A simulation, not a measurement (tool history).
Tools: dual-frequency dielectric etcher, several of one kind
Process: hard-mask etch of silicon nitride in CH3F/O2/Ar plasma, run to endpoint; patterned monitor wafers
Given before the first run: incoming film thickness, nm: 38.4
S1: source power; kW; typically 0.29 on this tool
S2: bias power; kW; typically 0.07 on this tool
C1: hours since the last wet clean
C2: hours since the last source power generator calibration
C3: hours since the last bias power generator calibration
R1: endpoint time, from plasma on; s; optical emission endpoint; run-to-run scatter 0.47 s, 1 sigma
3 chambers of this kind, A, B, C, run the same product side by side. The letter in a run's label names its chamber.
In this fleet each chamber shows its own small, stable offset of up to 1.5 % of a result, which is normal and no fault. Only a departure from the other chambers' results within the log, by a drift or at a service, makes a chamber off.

run    day    S1     S2     C1      C2      C3      R1
 1C  0.192  0.29   0.07    273  2054.4  3090.9  63.205
 2A  0.296  0.29   0.07   23.5   248.3   530.7  62.773
 3B  0.417  0.29   0.07  319.2   130.7  2318.9  63.052
 4B  0.588  0.29   0.07  323.3   134.8    2323  62.709
 5C  0.758  0.29   0.07  286.6    2068  3104.5  62.922
 6A  0.975  0.29   0.07   39.8   264.6     547  62.121
 7A  1.171  0.29   0.07   44.5   269.3   551.7  62.563
 8C  1.362  0.29   0.07  301.1  2082.5    3119   63.13
 9B  1.496  0.29   0.07  345.1   156.6  2344.8   63.67
10B  1.633  0.29   0.07  348.4   159.9  2348.1  63.064
11A  1.767  0.29   0.07   58.8   283.6     566  62.201
12C  1.917  0.29   0.07  314.4  2095.8  3132.3  63.894
13C  2.121  0.29   0.07  319.3  2100.7  3137.2  63.771
14B  2.229  0.29   0.07  362.7   174.2  2362.4  63.633
15A  2.325  0.29   0.07   72.2     297   579.4   62.66
16B  2.429  0.29   0.07  367.5     179  2367.2  63.454
17A  2.525  0.29   0.07     77   301.8   584.2  62.513
18C  2.633  0.29   0.07  331.6    2113  3149.5  62.714
19B  2.754  0.29   0.07  375.3   186.8    2375  63.451
20C  2.875  0.31  0.076  337.4  2118.8  3155.3  60.238
21A  3.079  0.31  0.076   90.3   315.1   597.5  58.874
22B  3.229  0.31  0.076  386.7   198.2  2386.4  59.697
23C  3.338  0.34  0.083  348.5  2129.9  3166.4  55.811

Next, all 3 chambers run the settings below, one line each with question marks for the results. What does each chamber give?
24A  3.492  0.36  0.07               ?
24B  3.492  0.36  0.07               ?
24C  3.492  0.36  0.07               ?

run      R1
24A    58.1
24B    57.7
24C  57.792

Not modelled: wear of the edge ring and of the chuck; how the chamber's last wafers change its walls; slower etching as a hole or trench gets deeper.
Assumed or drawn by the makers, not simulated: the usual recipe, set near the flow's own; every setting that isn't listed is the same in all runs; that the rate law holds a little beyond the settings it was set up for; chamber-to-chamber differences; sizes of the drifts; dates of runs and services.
